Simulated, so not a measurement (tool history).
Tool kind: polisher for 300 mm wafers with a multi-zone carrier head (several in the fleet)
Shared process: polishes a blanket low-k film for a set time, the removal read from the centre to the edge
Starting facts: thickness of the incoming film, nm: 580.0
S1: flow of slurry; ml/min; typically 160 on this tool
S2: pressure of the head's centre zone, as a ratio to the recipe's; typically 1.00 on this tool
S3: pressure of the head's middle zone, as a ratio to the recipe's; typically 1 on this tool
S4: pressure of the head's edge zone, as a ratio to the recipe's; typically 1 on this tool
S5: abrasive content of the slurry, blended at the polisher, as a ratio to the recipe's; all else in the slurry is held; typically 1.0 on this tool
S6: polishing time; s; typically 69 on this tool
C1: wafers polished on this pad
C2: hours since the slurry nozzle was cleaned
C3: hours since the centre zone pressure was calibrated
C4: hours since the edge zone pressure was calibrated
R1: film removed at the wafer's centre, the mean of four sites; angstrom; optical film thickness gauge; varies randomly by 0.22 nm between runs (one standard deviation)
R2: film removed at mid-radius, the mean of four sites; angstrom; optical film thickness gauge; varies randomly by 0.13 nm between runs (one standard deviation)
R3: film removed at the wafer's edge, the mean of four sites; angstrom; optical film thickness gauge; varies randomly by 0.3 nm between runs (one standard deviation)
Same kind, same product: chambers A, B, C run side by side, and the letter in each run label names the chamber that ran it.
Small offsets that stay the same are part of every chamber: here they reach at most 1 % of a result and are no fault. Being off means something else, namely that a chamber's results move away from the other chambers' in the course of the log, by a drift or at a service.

run   hour   S1    S2  S3  S4   S5  S6    C1     C2     C3     C4      R1      R2      R3
       4.6  -- chamber A: worn pad replaced by a new one
 1C    5.9  160  1.00   1   1  1.0  69   676  504.4   32.6  440.5  200.44  197.25  195.10
 2A   15.7  160  1.00   1   1  1.0  69   132  136.0  688.8  471.1  193.48  196.61  203.11
 3B   26.8  160  1.00   1   1  1.0  69   437  340.0  156.7  117.0  202.85  197.02  195.63
 4B   35.7  160  1.00   1   1  1.0  69   543  348.9  165.6  125.9  201.17  197.48  201.72
 5A   41.3  160  0.94   1   1  1.2  69   434  161.6  714.4  496.7  200.41  212.22  213.75
 6C   52.1  160  0.94   1   1  1.2  69  1222  550.6   78.8  486.7  197.60  212.33  206.15
      54.6  -- chamber A: worn pad replaced by a new one
 7A   63.3  160  0.94   1   1  1.2  69   103  183.6  736.4  518.7  202.48  213.14  214.31
 8C   68.9  130  1.09   1   1  1.0  69  1421  567.4   95.6  503.5  201.25  186.85  185.92
      72.8  -- chamber C: edge zone pressure recalibrated
 9B   77.2  130  1.09   1   1  1.0  69  1033  390.4  207.1  167.4  207.46  190.69  194.89
      84.1  -- chamber C: slurry nozzle cleaned
10A   85.0  130  1.09   1   1  1.0  69   360  205.3  758.1  540.4  203.55  188.13  194.53
11C   95.9  160  1.00   1   1  1.0  69  1740   11.8  122.6   23.1  187.65  191.78  186.29
     100.7  -- chamber B: worn pad replaced by a new one
     103.1  -- chamber A: edge zone pressure recalibrated
12B  106.2  160  1.00   1   1  1.0  69    65  419.4  236.1  196.4  199.98  198.32  192.18
     111.4  -- chamber A: centre zone pressure recalibrated
     113.7  -- chamber A: worn pad replaced by a new one
13A  117.4  160  1.00   1   1  1.0  69    43  237.7    6.1   14.3  193.22  198.20  196.86
14C  125.1  195  1.00   1   1  1.0  69  2085   41.0  151.8   52.3  195.46  194.54  194.21
15B  133.4  195  1.00   1   1  1.0  69   386  446.6  263.3  223.6  207.16  204.17  205.19
16B  142.7  195  1.00   1   1  1.0  69   496  455.9  272.6  232.9  206.67  204.97  204.69
17A  152.8  160  1.00   1   1  1.0  69   462  273.1   41.5   49.7  196.14  196.56  195.95
18C  162.9  160  1.00   1   1  1.0  69  2531   78.8  189.6   90.1  178.60  183.05  180.33
19B  169.3  160  1.00   1   1  1.0  69   811  482.5  299.2  259.5  200.12  199.40  196.34
     172.3  -- chamber A: worn pad replaced by a new one
20A  179.4  160  1.00   1   1  1.0  69    84  299.7   68.1   76.3  197.43  196.81  195.39
21C  187.9  160  1.00   1   1  1.0  69  2827  103.8  214.6  115.1  173.62  179.77  177.64
     190.2  -- chamber B: worn pad replaced by a new one
     193.7  -- chamber A: slurry nozzle cleaned
22A  194.0  160  1.00   1   1  1.0  69   257    0.4   82.7   90.9  196.31  200.04  197.98
23C  205.1  160  1.00   1   1  1.0  69  3030  121.0  231.8  132.3  175.47  177.40  169.54
24B  211.0  160  1.00   1   1  1.0  69   246  524.2  340.9  301.2  197.26  197.54  199.24

Does one chamber stand apart from the rest, does the shared gauge drift, or is all well apart from small per-chamber offsets? Give the chamber and the most likely cause, where there is one.

Little by little, chamber C moves away from the other chambers.
What lies behind it: removal rate lost through wear of the pad, % = 12.8.

Chamber C could run next with any of the 4 candidate recipes listed below; each alters the usual settings, and their results appear as question marks. Which one brings its results back in line with what the other chambers deliver on the usual settings?
Counts as in line when no further than this from what the other chambers average on the usual settings: R1 7.80 angstrom; R2 4.40 angstrom; R3 10.00 angstrom
25C-1  219.2  160  1.00  1.01  0.99  0.95  62                   ?   ?   ?
25C-2  219.2  160  1.00  1.00  1.00  1.00  66                   ?   ?   ?
25C-3  219.2  160  1.00  0.99  1.01  1.05  77                   ?   ?   ?
25C-4  219.2  160  1.00  0.99  1.01  1.00  73                   ?   ?   ?

Average result of the remaining chambers running the usual settings: R1 197.86 angstrom; R2 197.56 angstrom; R3 198.69 angstrom
  run      R1      R2      R3
25C-1  151.58  155.03  150.41
25C-2  165.23  167.48  164.87
25C-3  197.04  197.93  197.70
25C-4  182.74  183.56  183.35
The answer is 25C-3, which returns the chamber to within the allowed miss of the others.

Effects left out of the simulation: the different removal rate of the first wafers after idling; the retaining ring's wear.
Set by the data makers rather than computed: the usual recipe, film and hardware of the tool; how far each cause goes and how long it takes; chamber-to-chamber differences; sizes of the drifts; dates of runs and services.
